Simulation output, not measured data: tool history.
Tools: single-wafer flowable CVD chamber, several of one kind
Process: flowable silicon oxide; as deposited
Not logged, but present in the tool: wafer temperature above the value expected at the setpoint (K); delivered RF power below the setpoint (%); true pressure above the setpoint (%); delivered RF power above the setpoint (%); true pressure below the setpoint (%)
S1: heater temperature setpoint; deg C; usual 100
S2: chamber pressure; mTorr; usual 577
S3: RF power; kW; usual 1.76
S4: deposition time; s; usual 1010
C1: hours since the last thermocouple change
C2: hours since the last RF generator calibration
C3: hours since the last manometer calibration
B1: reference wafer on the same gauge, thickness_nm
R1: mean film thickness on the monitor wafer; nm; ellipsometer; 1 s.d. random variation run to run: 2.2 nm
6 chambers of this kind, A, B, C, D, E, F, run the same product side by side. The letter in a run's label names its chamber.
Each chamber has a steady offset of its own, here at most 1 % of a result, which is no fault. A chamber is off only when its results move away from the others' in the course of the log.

{"run": "1F", "day": 0.442, "S1": 100, "S2": 577, "S3": 1.76, "S4": 1010, "C1": 261.7, "C2": 245.1, "C3": 1986.6, "B1": 344.7, "R1": 381.6}
{"run": "2E", "day": 0.762, "S1": 100, "S2": 577, "S3": 1.76, "S4": 1010, "C1": 832.9, "C2": 200.5, "C3": 661.7, "B1": 344.86, "R1": 385.54}
{"run": "3B", "day": 1.388, "S1": 100, "S2": 577, "S3": 1.76, "S4": 1010, "C1": 1505.4, "C2": 492.5, "C3": 1859.8, "B1": 344.85, "R1": 383.57}
{"run": "4D", "day": 1.771, "S1": 100, "S2": 577, "S3": 1.76, "S4": 1010, "C1": 262.9, "C2": 2267.2, "C3": 1585.4, "B1": 345.05, "R1": 380.44}
{"run": "5C", "day": 2.129, "S1": 100, "S2": 577, "S3": 1.76, "S4": 1010, "C1": 1589.4, "C2": 355.7, "C3": 1432.5, "B1": 345.5, "R1": 381.92}
{"day": 2.583, "done": "chamber F: capacitance manometer re-zeroed and calibrated"}
{"run": "6A", "day": 2.592, "S1": 100, "S2": 577, "S3": 1.76, "S4": 1010, "C1": 2545.4, "C2": 2015.3, "C3": 855.1, "B1": 345.05, "R1": 381.76}
{"day": 3.104, "done": "chamber A: thermocouple changed; heater temperature recalibrated"}
{"run": "7F", "day": 3.217, "S1": 100, "S2": 577, "S3": 1.76, "S4": 1010, "C1": 328.3, "C2": 311.7, "C3": 15.3, "B1": 344.79, "R1": 382.14}
{"run": "8D", "day": 3.679, "S1": 100, "S2": 577, "S3": 1.76, "S4": 1010, "C1": 308.7, "C2": 2313, "C3": 1631.2, "B1": 344.6, "R1": 384.11}
{"run": "9A", "day": 4.012, "S1": 112, "S2": 531, "S3": 1.76, "S4": 1010, "C1": 21.8, "C2": 2049.4, "C3": 889.2, "B1": 344.65, "R1": 226.61}
{"run": "10E", "day": 4.375, "S1": 112, "S2": 531, "S3": 1.76, "S4": 1010, "C1": 919.6, "C2": 287.2, "C3": 748.4, "B1": 345.13, "R1": 229.45}
{"run": "11B", "day": 4.733, "S1": 112, "S2": 531, "S3": 1.76, "S4": 1010, "C1": 1585.7, "C2": 572.8, "C3": 1940.1, "B1": 345.07, "R1": 229.41}
{"run": "12C", "day": 5.292, "S1": 112, "S2": 531, "S3": 1.76, "S4": 1010, "C1": 1665.3, "C2": 431.6, "C3": 1508.4, "B1": 345.34, "R1": 228.08}
{"day": 5.717, "done": "chamber D: RF generator calibrated"}
{"run": "13E", "day": 5.775, "S1": 112, "S2": 531, "S3": 1.76, "S4": 1010, "C1": 953.2, "C2": 320.8, "C3": 782, "B1": 345.1, "R1": 231.26}
{"run": "14F", "day": 6.375, "S1": 112, "S2": 531, "S3": 1.76, "S4": 1010, "C1": 404.1, "C2": 387.5, "C3": 91.1, "B1": 344.92, "R1": 230.93}
{"run": "15D", "day": 6.975, "S1": 100, "S2": 577, "S3": 1.76, "S4": 1010, "C1": 387.8, "C2": 30.2, "C3": 1710.3, "B1": 344.92, "R1": 384.65}
{"run": "16C", "day": 7.475, "S1": 100, "S2": 577, "S3": 1.76, "S4": 1010, "C1": 1717.7, "C2": 484, "C3": 1560.8, "B1": 345.27, "R1": 384.12}
{"run": "17A", "day": 7.996, "S1": 100, "S2": 577, "S3": 1.76, "S4": 1010, "C1": 117.4, "C2": 2145, "C3": 984.8, "B1": 345.6, "R1": 382.19}
{"run": "18B", "day": 8.421, "S1": 100, "S2": 693, "S3": 1.76, "S4": 860, "C1": 1674.2, "C2": 661.3, "C3": 2028.6, "B1": 344.99, "R1": 417.7}
{"run": "19B", "day": 9.046, "S1": 100, "S2": 693, "S3": 1.76, "S4": 860, "C1": 1689.2, "C2": 676.3, "C3": 2043.6, "B1": 344.76, "R1": 420.46}
{"run": "20A", "day": 9.471, "S1": 100, "S2": 693, "S3": 1.76, "S4": 860, "C1": 152.8, "C2": 2180.4, "C3": 1020.2, "B1": 344.73, "R1": 421.74}
{"run": "21D", "day": 9.983, "S1": 100, "S2": 693, "S3": 1.76, "S4": 860, "C1": 460, "C2": 102.4, "C3": 1782.5, "B1": 344.67, "R1": 418.8}
{"run": "22E", "day": 10.504, "S1": 100, "S2": 693, "S3": 1.76, "S4": 860, "C1": 1066.7, "C2": 434.3, "C3": 895.5, "B1": 345.03, "R1": 420.21}
{"run": "23C", "day": 10.904, "S1": 100, "S2": 693, "S3": 1.76, "S4": 860, "C1": 1800, "C2": 566.3, "C3": 1643.1, "B1": 344.9, "R1": 420.05}
{"day": 11.154, "done": "chamber B: thermocouple changed; heater temperature recalibrated"}
{"run": "24F", "day": 11.188, "S1": 100, "S2": 577, "S3": 1.76, "S4": 1010, "C1": 519.6, "C2": 503, "C3": 206.6, "B1": 345.6, "R1": 379.68}
{"run": "25B", "day": 11.721, "S1": 100, "S2": 577, "S3": 1.76, "S4": 1010, "C1": 13.6, "C2": 740.5, "C3": 2107.8, "B1": 344.31, "R1": 353.45}
{"run": "26A", "day": 12.154, "S1": 100, "S2": 577, "S3": 1.76, "S4": 1010, "C1": 217.2, "C2": 2244.8, "C3": 1084.6, "B1": 344.64, "R1": 384.23}
{"run": "27C", "day": 12.579, "S1": 100, "S2": 577, "S3": 1.76, "S4": 1010, "C1": 1840.2, "C2": 606.5, "C3": 1683.3, "B1": 345.15, "R1": 383.87}
{"run": "28E", "day": 12.908, "S1": 100, "S2": 577, "S3": 1.76, "S4": 1010, "C1": 1124.4, "C2": 492, "C3": 953.2, "B1": 345.35, "R1": 387.14}
{"run": "29F", "day": 13.433, "S1": 100, "S2": 577, "S3": 1.76, "S4": 1010, "C1": 573.5, "C2": 556.9, "C3": 260.5, "B1": 345.4, "R1": 383.85}
{"run": "30D", "day": 14.058, "S1": 100, "S2": 577, "S3": 1.76, "S4": 1010, "C1": 557.8, "C2": 200.2, "C3": 1880.3, "B1": 344.52, "R1": 383.05}
{"day": 14.071, "done": "chamber A: RF generator calibrated"}
{"run": "31E", "day": 14.417, "S1": 100, "S2": 577, "S3": 1.76, "S4": 1010, "C1": 1160.6, "C2": 528.2, "C3": 989.4, "B1": 345.27, "R1": 384.01}
{"run": "32C", "day": 14.721, "S1": 100, "S2": 577, "S3": 1.76, "S4": 1010, "C1": 1891.6, "C2": 657.9, "C3": 1734.7, "B1": 344.65, "R1": 378.91}
{"run": "33A", "day": 15.092, "S1": 100, "S2": 577, "S3": 1.76, "S4": 1010, "C1": 287.7, "C2": 24.6, "C3": 1155.1, "B1": 345.04, "R1": 380.98}
{"run": "34F", "day": 15.712, "S1": 100, "S2": 577, "S3": 1.76, "S4": 1010, "C1": 628.2, "C2": 611.6, "C3": 315.2, "B1": 344.88, "R1": 380.2}
{"run": "35D", "day": 16.167, "S1": 113, "S2": 631, "S3": 1.76, "S4": 1010, "C1": 608.4, "C2": 250.8, "C3": 1930.9, "B1": 344.95, "R1": 282.36}
{"run": "36B", "day": 16.654, "S1": 113, "S2": 631, "S3": 1.76, "S4": 1010, "C1": 132, "C2": 858.9, "C3": 2226.2, "B1": 345.13, "R1": 264.56}
{"run": "37D", "day": 17.275, "S1": 113, "S2": 631, "S3": 1.76, "S4": 1010, "C1": 635, "C2": 277.4, "C3": 1957.5, "B1": 345.61, "R1": 284.87}
{"run": "38E", "day": 17.888, "S1": 113, "S2": 631, "S3": 1.76, "S4": 1010, "C1": 1243.9, "C2": 611.5, "C3": 1072.7, "B1": 344.95, "R1": 284.36}
{"run": "39C", "day": 18.462, "S1": 113, "S2": 631, "S3": 1.76, "S4": 1010, "C1": 1981.4, "C2": 747.7, "C3": 1824.5, "B1": 344.88, "R1": 279.91}

All chambers now run identical settings, listed one chamber a line with results as question marks. What results will each chamber show?
{"run": "40A", "day": 18.917, "S1": 100, "S2": 675, "S3": 1.76, "S4": 1010, "R1": "?"}
{"run": "40B", "day": 18.917, "S1": 100, "S2": 675, "S3": 1.76, "S4": 1010, "R1": "?"}
{"run": "40C", "day": 18.917, "S1": 100, "S2": 675, "S3": 1.76, "S4": 1010, "R1": "?"}
{"run": "40D", "day": 18.917, "S1": 100, "S2": 675, "S3": 1.76, "S4": 1010, "R1": "?"}
{"run": "40E", "day": 18.917, "S1": 100, "S2": 675, "S3": 1.76, "S4": 1010, "R1": "?"}
{"run": "40F", "day": 18.917, "S1": 100, "S2": 675, "S3": 1.76, "S4": 1010, "R1": "?"}

run=40A R1=478.56
run=40B R1=441.9
run=40C R1=472.53
run=40D R1=476.86
run=40E R1=475.66
run=40F R1=471.75

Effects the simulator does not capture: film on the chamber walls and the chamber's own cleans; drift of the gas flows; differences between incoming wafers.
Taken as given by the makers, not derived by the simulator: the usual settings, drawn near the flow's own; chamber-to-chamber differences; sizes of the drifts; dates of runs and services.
